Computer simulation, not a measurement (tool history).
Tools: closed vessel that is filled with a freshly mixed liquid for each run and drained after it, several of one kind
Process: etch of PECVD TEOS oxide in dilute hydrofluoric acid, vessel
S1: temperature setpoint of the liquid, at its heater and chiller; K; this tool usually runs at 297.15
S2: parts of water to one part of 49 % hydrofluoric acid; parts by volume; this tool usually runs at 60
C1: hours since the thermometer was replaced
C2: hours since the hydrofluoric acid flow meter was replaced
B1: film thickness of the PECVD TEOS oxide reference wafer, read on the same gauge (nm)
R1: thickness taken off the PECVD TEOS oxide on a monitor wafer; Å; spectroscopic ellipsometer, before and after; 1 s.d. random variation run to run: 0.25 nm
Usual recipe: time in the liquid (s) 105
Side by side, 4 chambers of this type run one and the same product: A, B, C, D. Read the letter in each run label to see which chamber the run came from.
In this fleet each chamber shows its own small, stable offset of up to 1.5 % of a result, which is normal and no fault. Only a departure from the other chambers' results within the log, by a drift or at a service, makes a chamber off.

{"run": "1A", "hour": 7.0, "S1": 297.15, "S2": 60, "time in the liquid (s)": 105, "C1": 169.1, "C2": 311.3, "B1": 90.005, "R1": 266.81}
{"run": "2C", "hour": 16.0, "S1": 297.15, "S2": 60, "time in the liquid (s)": 105, "C1": 2163.8, "C2": 332.6, "B1": 89.976, "R1": 270.24}
{"run": "3D", "hour": 23.9, "S1": 297.15, "S2": 60, "time in the liquid (s)": 105, "C1": 387.0, "C2": 1367.3, "B1": 89.992, "R1": 268.19}
{"run": "4B", "hour": 34.3, "S1": 297.15, "S2": 60, "time in the liquid (s)": 105, "C1": 1247.9, "C2": 64.1, "B1": 90.012, "R1": 270.47}
{"hour": 40.1, "done": "chamber B: thermometer replaced"}
{"run": "5C", "hour": 42.5, "S1": 297.15, "S2": 60, "time in the liquid (s)": 105, "C1": 2190.3, "C2": 359.1, "B1": 90.015, "R1": 268.77}
{"run": "6B", "hour": 50.5, "S1": 297.15, "S2": 60, "time in the liquid (s)": 105, "C1": 10.5, "C2": 80.3, "B1": 90.013, "R1": 265.59}
{"run": "7D", "hour": 59.9, "S1": 297.15, "S2": 60, "time in the liquid (s)": 105, "C1": 423.0, "C2": 1403.3, "B1": 89.992, "R1": 266.13}
{"hour": 68.3, "done": "chamber D: hydrofluoric acid flow meter replaced"}
{"run": "8A", "hour": 70.6, "S1": 297.15, "S2": 60, "time in the liquid (s)": 105, "C1": 232.7, "C2": 374.9, "B1": 90.017, "R1": 272.54}
{"run": "9A", "hour": 78.6, "S1": 295.15, "S2": 80, "time in the liquid (s)": 105, "C1": 240.7, "C2": 382.9, "B1": 89.982, "R1": 182.17}
{"run": "10D", "hour": 88.2, "S1": 295.15, "S2": 80, "time in the liquid (s)": 105, "C1": 451.3, "C2": 20.0, "B1": 90.011, "R1": 180.76}
{"run": "11C", "hour": 99.3, "S1": 295.15, "S2": 80, "time in the liquid (s)": 105, "C1": 2247.1, "C2": 415.9, "B1": 90.01, "R1": 179.93}
{"run": "12B", "hour": 109.5, "S1": 295.15, "S2": 80, "time in the liquid (s)": 105, "C1": 69.5, "C2": 139.3, "B1": 89.994, "R1": 178.4}
{"run": "13B", "hour": 116.7, "S1": 297.15, "S2": 60, "time in the liquid (s)": 105, "C1": 76.7, "C2": 146.5, "B1": 89.996, "R1": 264.52}
{"run": "14D", "hour": 126.5, "S1": 297.15, "S2": 60, "time in the liquid (s)": 155, "C1": 489.6, "C2": 58.3, "B1": 89.993, "R1": 398.39}
{"run": "15C", "hour": 133.5, "S1": 297.15, "S2": 60, "time in the liquid (s)": 155, "C1": 2281.3, "C2": 450.1, "B1": 89.997, "R1": 398.95}
{"run": "16A", "hour": 139.4, "S1": 297.15, "S2": 60, "time in the liquid (s)": 155, "C1": 301.5, "C2": 443.7, "B1": 89.996, "R1": 391.4}
{"run": "17C", "hour": 144.7, "S1": 297.15, "S2": 60, "time in the liquid (s)": 155, "C1": 2292.5, "C2": 461.3, "B1": 89.977, "R1": 397.8}
{"run": "18D", "hour": 154.4, "S1": 294.15, "S2": 60, "time in the liquid (s)": 165, "C1": 517.5, "C2": 86.2, "B1": 90.001, "R1": 373.35}
{"run": "19A", "hour": 159.9, "S1": 294.15, "S2": 60, "time in the liquid (s)": 165, "C1": 322.0, "C2": 464.2, "B1": 90.0, "R1": 367.96}
{"run": "20B", "hour": 166.7, "S1": 294.15, "S2": 60, "time in the liquid (s)": 165, "C1": 126.7, "C2": 196.5, "B1": 90.016, "R1": 367.1}
{"run": "21D", "hour": 173.5, "S1": 294.15, "S2": 60, "time in the liquid (s)": 165, "C1": 536.6, "C2": 105.3, "B1": 89.997, "R1": 377.5}
{"run": "22B", "hour": 183.8, "S1": 297.15, "S2": 60, "time in the liquid (s)": 105, "C1": 143.8, "C2": 213.6, "B1": 89.988, "R1": 264.47}
{"run": "23C", "hour": 191.5, "S1": 297.15, "S2": 60, "time in the liquid (s)": 105, "C1": 2339.3, "C2": 508.1, "B1": 89.98, "R1": 269.22}
{"run": "24A", "hour": 199.8, "S1": 297.15, "S2": 60, "time in the liquid (s)": 105, "C1": 361.9, "C2": 504.1, "B1": 90.003, "R1": 258.53}
{"run": "25A", "hour": 210.7, "S1": 297.15, "S2": 60, "time in the liquid (s)": 105, "C1": 372.8, "C2": 515.0, "B1": 89.994, "R1": 257.79}
{"run": "26B", "hour": 220.4, "S1": 295.15, "S2": 60, "time in the liquid (s)": 105, "C1": 180.4, "C2": 250.2, "B1": 89.988, "R1": 243.28}
{"run": "27C", "hour": 226.5, "S1": 295.15, "S2": 60, "time in the liquid (s)": 105, "C1": 2374.3, "C2": 543.1, "B1": 90.006, "R1": 244.16}
{"run": "28D", "hour": 235.8, "S1": 295.15, "S2": 60, "time in the liquid (s)": 105, "C1": 598.9, "C2": 167.6, "B1": 90.006, "R1": 250.04}
{"run": "29C", "hour": 242.3, "S1": 295.15, "S2": 60, "time in the liquid (s)": 105, "C1": 2390.1, "C2": 558.9, "B1": 90.017, "R1": 244.65}
{"run": "30D", "hour": 252.9, "S1": 297.15, "S2": 60, "time in the liquid (s)": 105, "C1": 616.0, "C2": 184.7, "B1": 90.0, "R1": 265.23}
{"run": "31B", "hour": 260.6, "S1": 297.15, "S2": 60, "time in the liquid (s)": 105, "C1": 220.6, "C2": 290.4, "B1": 90.0, "R1": 264.32}
{"run": "32A", "hour": 266.7, "S1": 297.15, "S2": 60, "time in the liquid (s)": 105, "C1": 428.8, "C2": 571.0, "B1": 90.009, "R1": 242.85}
{"run": "33D", "hour": 275.7, "S1": 297.15, "S2": 40, "time in the liquid (s)": 105, "C1": 638.8, "C2": 207.5, "B1": 90.005, "R1": 416.03}
{"run": "34B", "hour": 282.1, "S1": 297.15, "S2": 40, "time in the liquid (s)": 105, "C1": 242.1, "C2": 311.9, "B1": 89.993, "R1": 405.79}
{"run": "35C", "hour": 292.2, "S1": 297.15, "S2": 40, "time in the liquid (s)": 105, "C1": 2440.0, "C2": 608.8, "B1": 90.003, "R1": 404.9}
{"run": "36A", "hour": 302.3, "S1": 297.15, "S2": 40, "time in the liquid (s)": 105, "C1": 464.4, "C2": 606.6, "B1": 89.991, "R1": 365.63}
{"run": "37B", "hour": 311.8, "S1": 297.15, "S2": 40, "time in the liquid (s)": 105, "C1": 271.8, "C2": 341.6, "B1": 90.017, "R1": 410.09}

Does one chamber stand apart from the rest, does the shared gauge drift, or is all well apart from small per-chamber offsets? Give the chamber and the most likely cause, where there is one.

Little by little, chamber A moves away from the other chambers.
Cause: hydrofluoric acid flow below the setpoint (%) = 11.5.

Which of the 4 candidates below, each the usual settings with something changed and its results left as question marks, puts chamber A back in line with what the other chambers give on the usual settings?
To be in line, a result may differ from the other chambers' mean on the usual settings by at most: R1 8.80 Å
{"run": "38A-1", "hour": 320.0, "S1": 297.15, "S2": 60, "time in the liquid (s)": 110, "R1": "?"}
{"run": "38A-2", "hour": 320.0, "S1": 297.15, "S2": 60, "time in the liquid (s)": 100, "R1": "?"}
{"run": "38A-3", "hour": 320.0, "S1": 294.15, "S2": 60, "time in the liquid (s)": 105, "R1": "?"}
{"run": "38A-4", "hour": 320.0, "S1": 300.15, "S2": 60, "time in the liquid (s)": 105, "R1": "?"}

What the other chambers average on the usual settings: R1 267.73 Å
run=38A-1 R1=248.58
run=38A-2 R1=225.98
run=38A-3 R1=209.34
run=38A-4 R1=268.00
38A-4 brings the chamber back in line.
